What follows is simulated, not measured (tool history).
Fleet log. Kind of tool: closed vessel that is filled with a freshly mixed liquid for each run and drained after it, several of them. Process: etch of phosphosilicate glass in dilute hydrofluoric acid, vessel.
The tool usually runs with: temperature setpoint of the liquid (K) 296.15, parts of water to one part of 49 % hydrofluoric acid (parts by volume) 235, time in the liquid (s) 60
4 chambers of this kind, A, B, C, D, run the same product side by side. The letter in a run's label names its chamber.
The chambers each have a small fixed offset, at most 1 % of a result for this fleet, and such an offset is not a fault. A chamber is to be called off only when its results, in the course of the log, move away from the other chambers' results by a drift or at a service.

run	hour	temperature setpoint of the liquid (K)	parts of water to one part of 49 % hydrofluoric acid (parts by volume)	time in the liquid (s)	read-back film thickness of the phosphosilicate glass reference wafer, read on the same gauge (nm)	thickness taken off the phosphosilicate glass on a monitor wafer (nm)
1C	11.0	296.15	235	60	130.01	18.4340
2A	16.9	296.15	235	60	130.03	18.4650
3B	24.2	296.15	235	60	129.98	18.0540
4D	30.9	296.15	235	60	129.99	17.9520
5D	37.2	296.15	235	60	130.01	17.9460
6A	46.0	296.15	235	60	129.96	18.1120
7B	51.1	296.15	235	60	129.99	18.5660
8C	57.3	296.15	235	60	129.99	18.1560
# hour 63.0: chamber B: hydrofluoric acid flow meter replaced
9A	67.3	296.15	235	60	130.03	18.5540
10D	76.4	296.15	235	60	130.04	18.2670
11C	86.9	296.15	235	60	129.99	18.3200
12B	95.4	296.15	235	60	129.96	18.0670
13C	102.9	296.15	235	60	130.03	18.4280
14A	112.8	296.15	235	60	129.98	18.7360
15D	122.0	296.15	235	60	130.03	18.3460
16B	127.8	298.15	235	30	130.02	9.5927
17B	137.2	298.15	235	30	130.02	9.7679
18A	145.3	298.15	235	30	130.01	10.1830
19C	151.7	298.15	235	30	130.02	9.9986
20D	158.1	296.15	235	60	130.02	18.1170
21B	164.4	296.15	235	60	130.01	17.9730
22D	170.7	296.15	235	60	129.98	18.1550
23C	177.6	296.15	315	60	129.99	12.6010
24A	184.2	296.15	315	60	130.02	13.3310
25D	193.4	296.15	315	60	129.99	12.3950
26B	201.2	296.15	315	60	130.03	12.4300
27C	211.6	294.15	235	60	129.98	17.0780
28A	217.2	294.15	235	60	129.96	18.4380
29A	224.7	294.15	235	60	129.98	18.3010
30C	236.0	294.15	235	60	129.98	17.0420
31B	243.9	296.15	235	60	130.04	18.1190
32D	251.8	296.15	235	60	130.02	18.4480
# hour 253.0: chamber C: hydrofluoric acid flow meter replaced
33C	258.9	296.15	235	60	130.01	18.4530
34B	265.2	296.15	235	60	129.99	18.1950
35A	270.7	296.15	235	60	129.97	20.3410
36D	282.3	296.15	235	60	130.00	18.1530
37D	291.4	296.15	235	60	129.95	18.3110

Next, all 4 chambers run the settings below, one line each with question marks for the results. What does each chamber give?
38A	299.7	296.15	335	60		?
38B	299.7	296.15	335	60		?
38C	299.7	296.15	335	60		?
38D	299.7	296.15	335	60		?

run	thickness taken off the phosphosilicate glass on a monitor wafer (nm)
38A	12.9360
38B	11.4540
38C	11.6320
38D	11.8740
